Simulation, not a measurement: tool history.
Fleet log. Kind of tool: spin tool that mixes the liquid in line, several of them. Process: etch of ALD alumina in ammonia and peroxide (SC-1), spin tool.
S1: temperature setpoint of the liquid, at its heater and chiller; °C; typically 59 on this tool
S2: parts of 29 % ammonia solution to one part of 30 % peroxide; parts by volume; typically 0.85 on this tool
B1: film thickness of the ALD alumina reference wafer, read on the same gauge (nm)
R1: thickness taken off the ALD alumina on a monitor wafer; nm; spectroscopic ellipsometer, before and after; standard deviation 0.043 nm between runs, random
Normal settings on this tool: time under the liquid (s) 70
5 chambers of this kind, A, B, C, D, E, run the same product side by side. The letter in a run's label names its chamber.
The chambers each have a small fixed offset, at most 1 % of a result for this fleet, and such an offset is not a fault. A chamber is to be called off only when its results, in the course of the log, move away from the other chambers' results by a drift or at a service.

{"run": "1B", "hour": 4.4, "S1": 59, "S2": 0.85, "time under the liquid (s)": 70, "B1": 139.99, "R1": 5.5844}
{"run": "2A", "hour": 7.6, "S1": 59, "S2": 0.85, "time under the liquid (s)": 70, "B1": 140, "R1": 5.5681}
{"run": "3D", "hour": 13.4, "S1": 59, "S2": 0.85, "time under the liquid (s)": 70, "B1": 140.02, "R1": 5.5534}
{"run": "4E", "hour": 19.0, "S1": 59, "S2": 0.85, "time under the liquid (s)": 70, "B1": 140.02, "R1": 5.58}
{"hour": 20.1, "done": "chamber A: thermometer replaced"}
{"run": "5C", "hour": 22.0, "S1": 59, "S2": 0.85, "time under the liquid (s)": 70, "B1": 140.02, "R1": 5.5368}
{"run": "6D", "hour": 26.1, "S1": 59, "S2": 0.85, "time under the liquid (s)": 70, "B1": 139.99, "R1": 5.6477}
{"run": "7C", "hour": 32.2, "S1": 59, "S2": 0.85, "time under the liquid (s)": 70, "B1": 140, "R1": 5.6262}
{"run": "8B", "hour": 36.6, "S1": 59, "S2": 0.85, "time under the liquid (s)": 70, "B1": 140.02, "R1": 5.5623}
{"run": "9E", "hour": 42.4, "S1": 59, "S2": 0.85, "time under the liquid (s)": 70, "B1": 140.01, "R1": 5.47}
{"run": "10A", "hour": 46.6, "S1": 59, "S2": 0.85, "time under the liquid (s)": 70, "B1": 139.98, "R1": 5.5358}
{"run": "11A", "hour": 52.4, "S1": 66, "S2": 0.85, "time under the liquid (s)": 90, "B1": 139.99, "R1": 10.206}
{"run": "12B", "hour": 55.7, "S1": 66, "S2": 0.85, "time under the liquid (s)": 90, "B1": 140.01, "R1": 10.357}
{"run": "13D", "hour": 60.4, "S1": 66, "S2": 0.85, "time under the liquid (s)": 90, "B1": 139.99, "R1": 10.335}
{"run": "14C", "hour": 64.4, "S1": 66, "S2": 0.85, "time under the liquid (s)": 90, "B1": 140.01, "R1": 10.34}
{"hour": 67.4, "done": "chamber B: heated supply line repaired"}
{"run": "15E", "hour": 70.5, "S1": 66, "S2": 0.85, "time under the liquid (s)": 90, "B1": 140, "R1": 10.241}
{"run": "16B", "hour": 73.7, "S1": 62, "S2": 0.85, "time under the liquid (s)": 100, "B1": 140.01, "R1": 9.2553}
{"run": "17C", "hour": 78.1, "S1": 62, "S2": 0.85, "time under the liquid (s)": 100, "B1": 140.04, "R1": 9.3979}
{"run": "18D", "hour": 82.3, "S1": 62, "S2": 0.85, "time under the liquid (s)": 100, "B1": 140.02, "R1": 9.3116}
{"run": "19E", "hour": 87.6, "S1": 62, "S2": 0.85, "time under the liquid (s)": 100, "B1": 140.01, "R1": 9.3252}
{"run": "20A", "hour": 93.5, "S1": 62, "S2": 0.85, "time under the liquid (s)": 100, "B1": 139.98, "R1": 9.3243}
{"run": "21A", "hour": 97.1, "S1": 59, "S2": 0.85, "time under the liquid (s)": 70, "B1": 140.02, "R1": 5.6258}
{"hour": 99.1, "done": "chamber D: ammonia flow meter replaced"}
{"run": "22B", "hour": 102.1, "S1": 59, "S2": 0.85, "time under the liquid (s)": 70, "B1": 140.02, "R1": 5.651}
{"run": "23E", "hour": 107.0, "S1": 64.5, "S2": 1.15, "time under the liquid (s)": 70, "B1": 140.01, "R1": 7.807}
{"run": "24C", "hour": 110.2, "S1": 64.5, "S2": 1.15, "time under the liquid (s)": 70, "B1": 140.02, "R1": 7.7588}
{"run": "25D", "hour": 115.6, "S1": 64.5, "S2": 1.15, "time under the liquid (s)": 70, "B1": 139.97, "R1": 7.6387}
{"run": "26D", "hour": 119.3, "S1": 64.5, "S2": 1.15, "time under the liquid (s)": 70, "B1": 140, "R1": 7.6417}
{"run": "27C", "hour": 122.6, "S1": 64.5, "S2": 1.15, "time under the liquid (s)": 70, "B1": 139.98, "R1": 7.7102}
{"run": "28A", "hour": 127.1, "S1": 67.5, "S2": 0.6, "time under the liquid (s)": 70, "B1": 139.99, "R1": 8.2632}
{"hour": 128.4, "done": "chamber B: new drum of ammonia solution connected"}
{"run": "29B", "hour": 130.3, "S1": 67.5, "S2": 0.6, "time under the liquid (s)": 70, "B1": 139.99, "R1": 8.3101}
{"run": "30E", "hour": 134.6, "S1": 67.5, "S2": 0.6, "time under the liquid (s)": 70, "B1": 140.01, "R1": 8.5171}
{"run": "31C", "hour": 137.3, "S1": 67.5, "S2": 0.6, "time under the liquid (s)": 70, "B1": 140, "R1": 8.3867}
{"run": "32B", "hour": 141.9, "S1": 67.5, "S2": 0.6, "time under the liquid (s)": 70, "B1": 139.98, "R1": 8.1852}
{"hour": 144.7, "done": "chamber C: thermometer replaced"}
{"run": "33A", "hour": 146.2, "S1": 59, "S2": 0.85, "time under the liquid (s)": 70, "B1": 140.03, "R1": 5.5377}
{"run": "34D", "hour": 148.9, "S1": 59, "S2": 0.85, "time under the liquid (s)": 70, "B1": 140.01, "R1": 5.5723}
{"run": "35E", "hour": 153.0, "S1": 59, "S2": 0.85, "time under the liquid (s)": 40, "B1": 140, "R1": 3.2948}
{"run": "36A", "hour": 157.5, "S1": 59, "S2": 0.85, "time under the liquid (s)": 40, "B1": 140.01, "R1": 3.1944}
{"hour": 158.1, "done": "chamber D: heated supply line repaired"}
{"run": "37B", "hour": 162.3, "S1": 59, "S2": 0.85, "time under the liquid (s)": 40, "B1": 139.99, "R1": 3.2073}
{"run": "38C", "hour": 168.3, "S1": 59, "S2": 0.85, "time under the liquid (s)": 40, "B1": 140, "R1": 3.1939}
{"run": "39E", "hour": 173.3, "S1": 59, "S2": 0.85, "time under the liquid (s)": 40, "B1": 140.01, "R1": 3.3282}
{"run": "40D", "hour": 176.1, "S1": 59, "S2": 0.85, "time under the liquid (s)": 70, "B1": 140, "R1": 5.6383}

Which is it: a chamber that has drifted or been left off by a service, a gauge drift common to all chambers, or only each chamber's usual small offset? If a chamber is off, name it and its likeliest cause.

One chamber, E, drifts off from the rest bit by bit.
Most likely cause: liquid hotter than its thermometer reads (K) = 1.2.

Which of the 4 candidates below, each the usual settings with something changed and its results left as question marks, puts chamber E back in line with what the other chambers give on the usual settings?
A result is in line if it is within this distance of the other chambers' mean on the usual settings: R1 0.15 nm
{"run": "41E-1", "hour": 180.5, "S1": 61, "S2": 0.85, "time under the liquid (s)": 70, "R1": "?"}
{"run": "41E-2", "hour": 180.5, "S1": 57, "S2": 0.85, "time under the liquid (s)": 70, "R1": "?"}
{"run": "41E-3", "hour": 180.5, "S1": 58, "S2": 0.85, "time under the liquid (s)": 70, "R1": "?"}
{"run": "41E-4", "hour": 180.5, "S1": 60, "S2": 0.85, "time under the liquid (s)": 70, "R1": "?"}

Other chambers, usual settings, mean: R1 5.6123 nm
run=41E-1 R1=6.5317
run=41E-2 R1=5.3033
run=41E-3 R1=5.5885
run=41E-4 R1=6.202
It is 41E-3 that realigns the chamber with its peers.
